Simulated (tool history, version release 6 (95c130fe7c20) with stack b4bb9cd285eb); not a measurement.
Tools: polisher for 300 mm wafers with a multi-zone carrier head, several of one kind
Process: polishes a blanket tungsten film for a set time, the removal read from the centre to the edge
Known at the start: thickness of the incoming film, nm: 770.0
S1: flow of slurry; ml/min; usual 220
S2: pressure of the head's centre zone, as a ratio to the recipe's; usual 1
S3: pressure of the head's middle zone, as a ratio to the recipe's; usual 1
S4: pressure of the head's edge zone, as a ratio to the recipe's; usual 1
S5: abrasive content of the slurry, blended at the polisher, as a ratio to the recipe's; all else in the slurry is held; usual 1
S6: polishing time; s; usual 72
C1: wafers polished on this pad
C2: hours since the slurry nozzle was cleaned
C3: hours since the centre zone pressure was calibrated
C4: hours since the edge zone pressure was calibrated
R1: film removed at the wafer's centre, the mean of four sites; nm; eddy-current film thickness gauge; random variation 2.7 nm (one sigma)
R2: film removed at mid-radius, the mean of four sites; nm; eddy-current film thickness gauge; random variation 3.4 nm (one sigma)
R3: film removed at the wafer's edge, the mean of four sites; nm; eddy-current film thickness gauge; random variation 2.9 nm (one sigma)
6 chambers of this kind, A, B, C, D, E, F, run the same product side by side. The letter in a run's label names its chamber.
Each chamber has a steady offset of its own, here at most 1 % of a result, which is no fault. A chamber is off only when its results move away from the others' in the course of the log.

Run 1D, day 0.167: usual settings; C1 283; C2 39.8; C3 500; C4 649.1. Result: R1 256.39 nm, R2 265.64 nm, R3 266.69 nm.
Run 2B, day 0.458: usual settings; C1 104; C2 179.6; C3 343.1; C4 320.8. Result: R1 259.67 nm, R2 264.05 nm, R3 260.28 nm.
At day 0.467: chamber F: edge zone pressure recalibrated.
At day 0.5: chamber E: worn pad replaced by a new one.
Run 3C, day 0.825: usual settings; C1 439; C2 257.3; C3 268.6; C4 113.5. Result: R1 264.65 nm, R2 263.71 nm, R3 262.5 nm.
At day 0.971: chamber F: slurry nozzle cleaned.
Run 4E, day 1.012: usual settings; C1 96; C2 431.1; C3 528.6; C4 1098.2. Result: R1 264.12 nm, R2 257.12 nm, R3 265.33 nm.
Run 5F, day 1.258: usual settings; C1 624; C2 6.9; C3 83.4; C4 19. Result: R1 261.06 nm, R2 265.73 nm, R3 269.13 nm.
Run 6A, day 1.496: usual settings but S1 265 ml/min, S6 90 s; C1 928; C2 128.9; C3 1023.1; C4 406.7. Result: R1 334.34 nm, R2 340.09 nm, R3 329.81 nm.
Run 7B, day 1.812: usual settings but S1 265 ml/min, S6 90 s; C1 359; C2 212.1; C3 375.6; C4 353.3. Result: R1 334.47 nm, R2 334.22 nm, R3 335.18 nm.
Run 8D, day 2.079: usual settings but S1 265 ml/min, S6 90 s; C1 644; C2 85.7; C3 545.9; C4 695. Result: R1 334.18 nm, R2 337.31 nm, R3 325.83 nm.
Run 9A, day 2.288: usual settings but S1 265 ml/min, S6 90 s; C1 1078; C2 147.9; C3 1042.1; C4 425.7. Result: R1 330.16 nm, R2 340.76 nm, R3 337.23 nm.
Run 10F, day 2.592: usual settings but S1 265 ml/min, S6 90 s; C1 875; C2 38.9; C3 115.4; C4 51. Result: R1 335.29 nm, R2 337.02 nm, R3 331.23 nm.
At day 2.821: chamber A: worn pad replaced by a new one.
Run 11C, day 2.95: usual settings but S1 265 ml/min, S6 90 s; C1 840; C2 308.3; C3 319.6; C4 164.5. Result: R1 343.18 nm, R2 335.79 nm, R3 330.01 nm.
Run 12E, day 3.242: usual settings; C1 517; C2 484.6; C3 582.1; C4 1151.7. Result: R1 258.5 nm, R2 258.79 nm, R3 259.08 nm.
Run 13D, day 3.596: usual settings; C1 930; C2 122.1; C3 582.3; C4 731.4. Result: R1 261.46 nm, R2 261.13 nm, R3 260.74 nm.
At day 3.767: chamber D: worn pad replaced by a new one.
Run 14F, day 3.967: usual settings; C1 1134; C2 71.9; C3 148.4; C4 84. Result: R1 264.24 nm, R2 259.32 nm, R3 261.98 nm.
At day 4.196: chamber B: worn pad replaced by a new one.
Run 15C, day 4.321: usual settings; C1 1099; C2 341.2; C3 352.5; C4 197.4. Result: R1 264.85 nm, R2 265.08 nm, R3 259.02 nm.
Run 16A, day 4.504: usual settings but S5 1.25, S6 55 s; C1 317; C2 201.1; C3 1095.3; C4 478.9. Result: R1 208.29 nm, R2 211.04 nm, R3 209.6 nm.
Run 17E, day 4.783: usual settings but S5 1.25, S6 55 s; C1 807; C2 521.6; C3 619.1; C4 1188.7. Result: R1 210.33 nm, R2 209.16 nm, R3 212.73 nm.
Run 18B, day 5.038: usual settings but S5 1.25, S6 55 s; C1 158; C2 289.5; C3 453; C4 430.7. Result: R1 210.7 nm, R2 211.43 nm, R3 211.57 nm.
At day 5.083: chamber F: worn pad replaced by a new one.
Run 19D, day 5.242: usual settings but S5 1.25, S6 55 s; C1 278; C2 161.6; C3 621.8; C4 770.9. Result: R1 205.97 nm, R2 211.64 nm, R3 212.59 nm.
At day 5.433: chamber E: centre zone pressure recalibrated.
At day 5.483: chamber C: worn pad replaced by a new one.
Run 20C, day 5.508: usual settings but S5 1.25, S6 55 s; C1 5; C2 369.7; C3 381; C4 225.9. Result: R1 214.12 nm, R2 209.93 nm, R3 214.24 nm.
Run 21F, day 5.846: usual settings but S5 1.25, S6 55 s; C1 144; C2 117; C3 193.5; C4 129.1. Result: R1 217.07 nm, R2 207.61 nm, R3 212.5 nm.
At day 6.046: chamber C: centre zone pressure recalibrated.
Run 22B, day 6.171: usual settings; C1 372; C2 316.7; C3 480.2; C4 457.9. Result: R1 256.8 nm, R2 254.44 nm, R3 264.82 nm.
Run 23E, day 6.471: usual settings; C1 1126; C2 562.1; C3 25; C4 1229.2. Result: R1 289.32 nm, R2 259.03 nm, R3 253.46 nm.
At day 6.6: chamber E: worn pad replaced by a new one.
Run 24A, day 6.825: usual settings; C1 755; C2 256.8; C3 1151; C4 534.6. Result: R1 258.06 nm, R2 264.32 nm, R3 257.42 nm.
Run 25B, day 7.183: usual settings; C1 563; C2 341; C3 504.5; C4 482.2. Result: R1 255.52 nm, R2 261.94 nm, R3 264.44 nm.
At day 7.192: chamber E: edge zone pressure recalibrated.
Run 26E, day 7.517: usual settings; C1 173; C2 587.2; C3 50.1; C4 7.8. Result: R1 296.55 nm, R2 265.67 nm, R3 262.67 nm.
Run 27D, day 7.875: usual settings but S1 180 ml/min; C1 774; C2 224.8; C3 685; C4 834.1. Result: R1 254.57 nm, R2 247.42 nm, R3 261.2 nm.
Run 28F, day 8.154: usual settings but S1 180 ml/min; C1 579; C2 172.4; C3 248.9; C4 184.5. Result: R1 256.96 nm, R2 255.73 nm, R3 262.43 nm.
At day 8.3: chamber A: worn pad replaced by a new one.
Run 29A, day 8.354: usual settings but S1 180 ml/min; C1 10; C2 293.5; C3 1187.7; C4 571.3. Result: R1 252.8 nm, R2 253.35 nm, R3 257.24 nm.
Run 30C, day 8.571: usual settings but S1 180 ml/min; C1 582; C2 443.2; C3 60.7; C4 299.4. Result: R1 255.16 nm, R2 254.65 nm, R3 254.68 nm.
At day 8.683: chamber B: worn pad replaced by a new one.
At day 8.817: chamber D: centre zone pressure recalibrated.
Run 31A, day 8.829: usual settings but S1 180 ml/min; C1 100; C2 304.9; C3 1199.1; C4 582.7. Result: R1 248.06 nm, R2 256.09 nm, R3 256.23 nm.
At day 9.017: chamber D: worn pad replaced by a new one.
At day 9.083: chamber F: centre zone pressure recalibrated.
Run 32B, day 9.175: usual settings but S1 180 ml/min; C1 92; C2 388.8; C3 552.3; C4 530. Result: R1 253.04 nm, R2 256.59 nm, R3 252.49 nm.
Run 33C, day 9.408: usual settings; C1 740; C2 463.3; C3 80.8; C4 319.5. Result: R1 266.9 nm, R2 262.49 nm, R3 260.73 nm.
Run 34E, day 9.646: usual settings; C1 574; C2 638.3; C3 101.2; C4 58.9. Result: R1 291.81 nm, R2 259.84 nm, R3 262.58 nm.
Run 35D, day 9.85: usual settings; C1 157; C2 272.2; C3 24.9; C4 881.5. Result: R1 259.91 nm, R2 258.79 nm, R3 260.19 nm.
At day 9.875: chamber A: slurry nozzle cleaned.
Run 36F, day 10.1: usual settings but S2 0.95; C1 946; C2 219.1; C3 24.4; C4 231.2. Result: R1 249.95 nm, R2 256 nm, R3 263.33 nm.
Run 37A, day 10.446: usual settings but S2 0.95; C1 405; C2 13.7; C3 1237.9; C4 621.5. Result: R1 251.32 nm, R2 261.9 nm, R3 259.87 nm.
Run 38D, day 10.817: usual settings but S2 0.95; C1 339; C2 295.4; C3 48.1; C4 904.7. Result: R1 251.36 nm, R2 258.95 nm, R3 260.19 nm.

Next, every chamber runs the same settings. What will each give?
Run 39A, day 11.083: usual settings but S5 0.85. Result: R1 ?, R2 ?, R3 ?.
Run 39B, day 11.083: usual settings but S5 0.85. Result: R1 ?, R2 ?, R3 ?.
Run 39C, day 11.083: usual settings but S5 0.85. Result: R1 ?, R2 ?, R3 ?.
Run 39D, day 11.083: usual settings but S5 0.85. Result: R1 ?, R2 ?, R3 ?.
Run 39E, day 11.083: usual settings but S5 0.85. Result: R1 ?, R2 ?, R3 ?.
Run 39F, day 11.083: usual settings but S5 0.85. Result: R1 ?, R2 ?, R3 ?.

run      R1      R2      R3
39A  251.09  258.19  245.42
39B  244.26  246.71  252.85
39C  254.84  249.53  250.06
39D  250.46  254.51   252.1
39E  281.57  247.92  247.79
39F   249.2  252.09  258.48
